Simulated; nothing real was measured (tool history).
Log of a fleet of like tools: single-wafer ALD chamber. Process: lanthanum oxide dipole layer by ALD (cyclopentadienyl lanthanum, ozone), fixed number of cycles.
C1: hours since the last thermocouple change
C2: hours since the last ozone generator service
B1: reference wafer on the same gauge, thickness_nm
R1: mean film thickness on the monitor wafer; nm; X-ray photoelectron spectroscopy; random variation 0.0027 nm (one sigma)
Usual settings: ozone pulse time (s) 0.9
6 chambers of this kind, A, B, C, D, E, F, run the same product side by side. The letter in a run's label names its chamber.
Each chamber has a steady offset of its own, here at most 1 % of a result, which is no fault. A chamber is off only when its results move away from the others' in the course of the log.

{"run": "1E", "hour": 10.4, "ozone pulse time (s)": 0.9, "C1": 536.9, "C2": 358.8, "B1": 0.42898, "R1": 0.48728}
{"run": "2A", "hour": 20.9, "ozone pulse time (s)": 0.9, "C1": 314.9, "C2": 427, "B1": 0.42885, "R1": 0.48541}
{"run": "3C", "hour": 31.9, "ozone pulse time (s)": 0.9, "C1": 629.5, "C2": 1032.1, "B1": 0.42898, "R1": 0.48056}
{"run": "4F", "hour": 37.5, "ozone pulse time (s)": 0.9, "C1": 1109.4, "C2": 571.2, "B1": 0.42917, "R1": 0.47926}
{"hour": 42.3, "done": "chamber C: ozone generator serviced"}
{"run": "5B", "hour": 45.8, "ozone pulse time (s)": 0.9, "C1": 1954, "C2": 1170.4, "B1": 0.42932, "R1": 0.4789}
{"run": "6D", "hour": 56.9, "ozone pulse time (s)": 0.9, "C1": 694.8, "C2": 114.1, "B1": 0.42914, "R1": 0.48704}
{"run": "7A", "hour": 65.4, "ozone pulse time (s)": 0.9, "C1": 359.4, "C2": 471.5, "B1": 0.42926, "R1": 0.47988}
{"run": "8B", "hour": 75.1, "ozone pulse time (s)": 0.9, "C1": 1983.3, "C2": 1199.7, "B1": 0.42884, "R1": 0.48152}
{"run": "9F", "hour": 82.5, "ozone pulse time (s)": 0.68, "C1": 1154.4, "C2": 616.2, "B1": 0.42913, "R1": 0.43037}
{"run": "10C", "hour": 90.1, "ozone pulse time (s)": 0.68, "C1": 687.7, "C2": 47.8, "B1": 0.4293, "R1": 0.43217}
{"hour": 90.3, "done": "chamber A: ozone generator serviced"}
{"run": "11E", "hour": 97.2, "ozone pulse time (s)": 0.68, "C1": 623.7, "C2": 445.6, "B1": 0.42955, "R1": 0.43723}
{"run": "12D", "hour": 104.9, "ozone pulse time (s)": 0.68, "C1": 742.8, "C2": 162.1, "B1": 0.42877, "R1": 0.42983}
{"run": "13E", "hour": 112.8, "ozone pulse time (s)": 0.68, "C1": 639.3, "C2": 461.2, "B1": 0.42872, "R1": 0.42879}
{"run": "14D", "hour": 119.3, "ozone pulse time (s)": 0.68, "C1": 757.2, "C2": 176.5, "B1": 0.42957, "R1": 0.42808}
{"run": "15F", "hour": 127.9, "ozone pulse time (s)": 0.9, "C1": 1199.8, "C2": 661.6, "B1": 0.42955, "R1": 0.47771}
{"run": "16A", "hour": 138.1, "ozone pulse time (s)": 0.9, "C1": 432.1, "C2": 47.9, "B1": 0.42878, "R1": 0.47965}
{"run": "17B", "hour": 144.2, "ozone pulse time (s)": 0.9, "C1": 2052.4, "C2": 1268.8, "B1": 0.42934, "R1": 0.47575}
{"run": "18C", "hour": 153.0, "ozone pulse time (s)": 1.09, "C1": 750.6, "C2": 110.7, "B1": 0.42947, "R1": 0.51157}
{"hour": 159.6, "done": "chamber F: thermocouple changed; heater temperature recalibrated"}
{"run": "19E", "hour": 160.2, "ozone pulse time (s)": 1.09, "C1": 686.7, "C2": 508.6, "B1": 0.42877, "R1": 0.50655}
{"run": "20A", "hour": 168.7, "ozone pulse time (s)": 1.09, "C1": 462.7, "C2": 78.5, "B1": 0.42902, "R1": 0.51351}
{"run": "21D", "hour": 175.0, "ozone pulse time (s)": 1.09, "C1": 812.9, "C2": 232.2, "B1": 0.42849, "R1": 0.51279}
{"run": "22C", "hour": 182.8, "ozone pulse time (s)": 1.09, "C1": 780.4, "C2": 140.5, "B1": 0.42881, "R1": 0.50381}
{"run": "23B", "hour": 193.8, "ozone pulse time (s)": 1.09, "C1": 2102, "C2": 1318.4, "B1": 0.42815, "R1": 0.51062}
{"run": "24F", "hour": 204.1, "ozone pulse time (s)": 0.9, "C1": 44.5, "C2": 737.8, "B1": 0.42851, "R1": 0.48562}
{"run": "25C", "hour": 212.0, "ozone pulse time (s)": 0.9, "C1": 809.6, "C2": 169.7, "B1": 0.42985, "R1": 0.47441}
{"run": "26A", "hour": 217.4, "ozone pulse time (s)": 0.9, "C1": 511.4, "C2": 127.2, "B1": 0.42863, "R1": 0.4832}
{"run": "27B", "hour": 223.1, "ozone pulse time (s)": 0.9, "C1": 2131.3, "C2": 1347.7, "B1": 0.42909, "R1": 0.47914}
{"run": "28E", "hour": 231.5, "ozone pulse time (s)": 0.9, "C1": 758, "C2": 579.9, "B1": 0.42801, "R1": 0.46387}
{"run": "29F", "hour": 238.8, "ozone pulse time (s)": 0.9, "C1": 79.2, "C2": 772.5, "B1": 0.42897, "R1": 0.48351}
{"run": "30D", "hour": 250.8, "ozone pulse time (s)": 0.9, "C1": 888.7, "C2": 308, "B1": 0.429, "R1": 0.48472}
{"run": "31B", "hour": 263.4, "ozone pulse time (s)": 0.9, "C1": 2171.6, "C2": 1388, "B1": 0.42906, "R1": 0.48016}
{"run": "32C", "hour": 269.5, "ozone pulse time (s)": 0.9, "C1": 867.1, "C2": 227.2, "B1": 0.42907, "R1": 0.47912}
{"run": "33E", "hour": 277.9, "ozone pulse time (s)": 0.9, "C1": 804.4, "C2": 626.3, "B1": 0.42937, "R1": 0.4651}
{"run": "34D", "hour": 285.1, "ozone pulse time (s)": 0.9, "C1": 923, "C2": 342.3, "B1": 0.42936, "R1": 0.48784}
{"run": "35A", "hour": 290.9, "ozone pulse time (s)": 0.9, "C1": 584.9, "C2": 200.7, "B1": 0.42869, "R1": 0.48436}
{"run": "36F", "hour": 298.7, "ozone pulse time (s)": 0.9, "C1": 139.1, "C2": 832.4, "B1": 0.42888, "R1": 0.47727}
{"run": "37C", "hour": 304.0, "ozone pulse time (s)": 0.9, "C1": 901.6, "C2": 261.7, "B1": 0.42948, "R1": 0.48343}
{"run": "38D", "hour": 313.4, "ozone pulse time (s)": 0.9, "C1": 951.3, "C2": 370.6, "B1": 0.42911, "R1": 0.48561}

What goes on in this fleet: one chamber off, a drifting gauge, or nothing beyond the chambers' own small offsets? Name the chamber and the cause, if any.

Chamber E drifts away from the others.
Cause: ozone dose below that of a generator just serviced (%) = 14.2.

Here are 4 candidates for chamber E's next run, each the usual settings with a change, their results left as question marks. Which one brings its results back in line with what the others give on the usual settings?
In line means no further than this from the other chambers' mean on the usual settings: R1 0.0096 nm
{"run": "39E-1", "hour": 322.3, "ozone pulse time (s)": 0.8, "R1": "?"}
{"run": "39E-2", "hour": 322.3, "ozone pulse time (s)": 0.92, "R1": "?"}
{"run": "39E-3", "hour": 322.3, "ozone pulse time (s)": 1, "R1": "?"}
{"run": "39E-4", "hour": 322.3, "ozone pulse time (s)": 0.88, "R1": "?"}

The other chambers' mean on the usual settings: R1 0.4818 nm
run=39E-1 R1=0.4355
run=39E-2 R1=0.46274
run=39E-3 R1=0.47805
run=39E-4 R1=0.45427
39E-3 brings the chamber back in line.
